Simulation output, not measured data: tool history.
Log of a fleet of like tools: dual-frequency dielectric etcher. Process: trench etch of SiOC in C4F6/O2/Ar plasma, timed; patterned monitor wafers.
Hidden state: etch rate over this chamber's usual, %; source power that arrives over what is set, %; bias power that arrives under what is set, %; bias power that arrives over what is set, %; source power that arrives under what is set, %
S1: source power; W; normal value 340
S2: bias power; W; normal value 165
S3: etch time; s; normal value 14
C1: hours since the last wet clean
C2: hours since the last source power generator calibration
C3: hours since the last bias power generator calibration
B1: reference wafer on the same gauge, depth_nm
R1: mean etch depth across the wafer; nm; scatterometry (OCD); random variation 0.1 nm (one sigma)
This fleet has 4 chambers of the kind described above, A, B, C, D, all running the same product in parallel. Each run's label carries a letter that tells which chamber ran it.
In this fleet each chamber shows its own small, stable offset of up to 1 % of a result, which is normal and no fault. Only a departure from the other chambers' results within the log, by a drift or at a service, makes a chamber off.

run	day	S1	S2	S3	C1	C2	C3	B1	R1
1B	0.379	340	165	14	144.7	2917.7	1061.9	31.323	26.397
2D	0.729	340	165	14	280	872.7	757.2	31.293	26.722
3A	1.146	340	165	14	305.8	1508.6	2629.2	31.302	26.748
4C	1.583	340	165	14	450.5	436.6	184.3	31.309	26.588
5B	1.979	340	165	14	183.1	2956.1	1100.3	31.33	26.437
6C	2.371	340	165	14	469.4	455.5	203.2	31.309	26.667
7D	2.862	340	165	14	331.2	923.9	808.4	31.288	26.652
8A	3.262	340	165	14	356.6	1559.4	2680	31.312	26.39
9D	3.671	340	165	14	350.6	943.3	827.8	31.304	26.467
10A	4	340	165	14	374.3	1577.1	2697.7	31.321	26.553
11C	4.254	340	165	14	514.6	500.7	248.4	31.304	26.414
# day 4.396: chamber C: wet clean of the chamber
12B	4.717	340	165	16	248.8	3021.8	1166	31.322	30.172
13A	4.992	340	165	16	398.1	1600.9	2721.5	31.296	30.211
14D	5.312	340	165	16	390	982.7	867.2	31.311	30.332
15B	5.692	340	165	16	272.2	3045.2	1189.4	31.321	30.329
16C	6.021	340	165	14	39.1	543.1	290.8	31.309	27.616
17D	6.35	340	165	14	414.9	1007.6	892.1	31.306	26.716
18C	6.867	340	165	14	59.4	563.4	311.1	31.299	27.614
19B	7.142	340	165	14	307	3080	1224.2	31.322	26.425
# day 7.546: chamber A: wet clean of the chamber
20A	7.583	340	165	14	1	1663.1	2783.7	31.282	26.721
21C	8	270	165	14	86.6	590.6	338.3	31.317	25.119
22B	8.496	270	165	14	339.5	3112.5	1256.7	31.29	24.158
23A	8.883	270	165	14	32.2	1694.3	2814.9	31.286	24.329
24D	9.3	270	165	14	485.7	1078.4	962.9	31.299	24.442
25D	9.708	340	165	14	495.5	1088.2	972.7	31.302	26.817
26B	10.046	340	165	14	376.7	3149.7	1293.9	31.307	26.389

One chamber off, gauge drift, or nothing amiss beyond the chambers' own small offsets? If it is a chamber, which one, and what is the likeliest cause?

The work done on chamber C during a service left it standing apart from the others.
What lies behind it: etch rate over this chamber's usual, % = 4.31.

Here are 4 candidates for chamber C's next run, each the usual settings with a change, their results left as question marks. Which one brings its results back in line with what the others give on the usual settings?
Counts as in line when no further than this from what the other chambers average on the usual settings: R1 0.35 nm
27C-1	10.421	340	164	13.5					?
27C-2	10.421	340	165	15					?
27C-3	10.421	340	132	14					?
27C-4	10.421	340	166	14.5					?

The other chambers' mean on the usual settings: R1 26.583 nm
run	R1
27C-1	26.517
27C-2	29.521
27C-3	25.702
27C-4	28.592
27C-1 is the one that brings the chamber's results back in line with the other chambers.
